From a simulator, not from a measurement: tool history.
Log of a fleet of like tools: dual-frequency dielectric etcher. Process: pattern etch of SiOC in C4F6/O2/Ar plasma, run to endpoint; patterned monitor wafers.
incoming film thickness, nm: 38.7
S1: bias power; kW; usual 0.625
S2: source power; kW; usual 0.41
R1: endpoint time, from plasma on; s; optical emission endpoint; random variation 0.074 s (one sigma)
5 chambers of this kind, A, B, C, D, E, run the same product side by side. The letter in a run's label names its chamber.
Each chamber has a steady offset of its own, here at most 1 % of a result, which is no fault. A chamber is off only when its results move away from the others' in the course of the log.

run 1D hour=9.9 | S1=0.625 S2=0.41 | R1=11.845
run 2B hour=21.3 | S1=0.625 S2=0.41 | R1=11.754
-- hour=25 chamber A: wet clean of the chamber
run 3E hour=33.4 | S1=0.625 S2=0.41 | R1=11.853
run 4A hour=45.4 | S1=0.625 S2=0.41 | R1=12.075
run 5C hour=52.7 | S1=0.625 S2=0.41 | R1=11.761
run 6E hour=62.8 | S1=0.625 S2=0.41 | R1=11.721
run 7B hour=74.4 | S1=0.625 S2=0.41 | R1=11.962
run 8A hour=84.3 | S1=0.625 S2=0.41 | R1=12.037
run 9D hour=96.7 | S1=0.625 S2=0.41 | R1=11.864
run 10C hour=108.2 | S1=0.625 S2=0.41 | R1=11.722
run 11C hour=118.1 | S1=0.625 S2=0.41 | R1=11.694
run 12E hour=125.2 | S1=0.625 S2=0.41 | R1=11.849
-- hour=132 chamber C: wet clean of the chamber
run 13D hour=135.1 | S1=0.625 S2=0.41 | R1=11.883
run 14A hour=144.5 | S1=0.625 S2=0.41 | R1=12.052
run 15B hour=151.4 | S1=0.625 S2=0.41 | R1=11.801
run 16D hour=158.3 | S1=0.625 S2=0.35 | R1=12.743
run 17A hour=171.2 | S1=0.625 S2=0.35 | R1=12.596
run 18B hour=179.4 | S1=0.625 S2=0.35 | R1=12.477
run 19C hour=190.4 | S1=0.625 S2=0.35 | R1=12.46
run 20E hour=200 | S1=0.625 S2=0.35 | R1=12.399
run 21A hour=206.8 | S1=0.625 S2=0.41 | R1=11.889
run 22D hour=213.4 | S1=0.625 S2=0.41 | R1=11.913
-- hour=216.8 chamber D: wet clean of the chamber
run 23B hour=226 | S1=0.625 S2=0.41 | R1=11.79
-- hour=236.4 chamber E: wet clean of the chamber
run 24E hour=238.8 | S1=0.487 S2=0.35 | R1=13.945
-- hour=245.7 chamber A: bias power generator calibrated
run 25C hour=247.2 | S1=0.487 S2=0.35 | R1=13.898
run 26A hour=254.1 | S1=0.487 S2=0.35 | R1=13.927
run 27E hour=261.6 | S1=0.487 S2=0.35 | R1=13.795
run 28D hour=270.4 | S1=0.487 S2=0.35 | R1=13.248
-- hour=276.2 chamber E: source power generator calibrated
run 29C hour=284.4 | S1=0.625 S2=0.41 | R1=11.632
run 30B hour=296 | S1=0.625 S2=0.41 | R1=11.849
run 31E hour=305 | S1=0.625 S2=0.41 | R1=11.87
run 32A hour=317.4 | S1=0.625 S2=0.41 | R1=11.889
run 33C hour=328.9 | S1=0.479 S2=0.36 | R1=13.604
run 34D hour=340.6 | S1=0.479 S2=0.36 | R1=13.211
run 35B hour=352.9 | S1=0.479 S2=0.36 | R1=13.828
run 36B hour=360.1 | S1=0.479 S2=0.36 | R1=13.73
run 37E hour=369.9 | S1=0.479 S2=0.36 | R1=13.863
run 38C hour=378.1 | S1=0.625 S2=0.41 | R1=11.82
run 39D hour=389.7 | S1=0.625 S2=0.41 | R1=11.301
run 40A hour=401.6 | S1=0.625 S2=0.41 | R1=12.032
run 41D hour=407.7 | S1=0.625 S2=0.41 | R1=11.391
run 42E hour=419.4 | S1=0.542 S2=0.48 | R1=11.797

Next, every chamber runs the same settings. What will each give?
run 43A hour=429.5 | S1=0.625 S2=0.36 | R1=?
run 43B hour=429.5 | S1=0.625 S2=0.36 | R1=?
run 43C hour=429.5 | S1=0.625 S2=0.36 | R1=?
run 43D hour=429.5 | S1=0.625 S2=0.36 | R1=?
run 43E hour=429.5 | S1=0.625 S2=0.36 | R1=?

run=43A R1=12.657
run=43B R1=12.336
run=43C R1=12.253
run=43D R1=12.071
run=43E R1=12.419
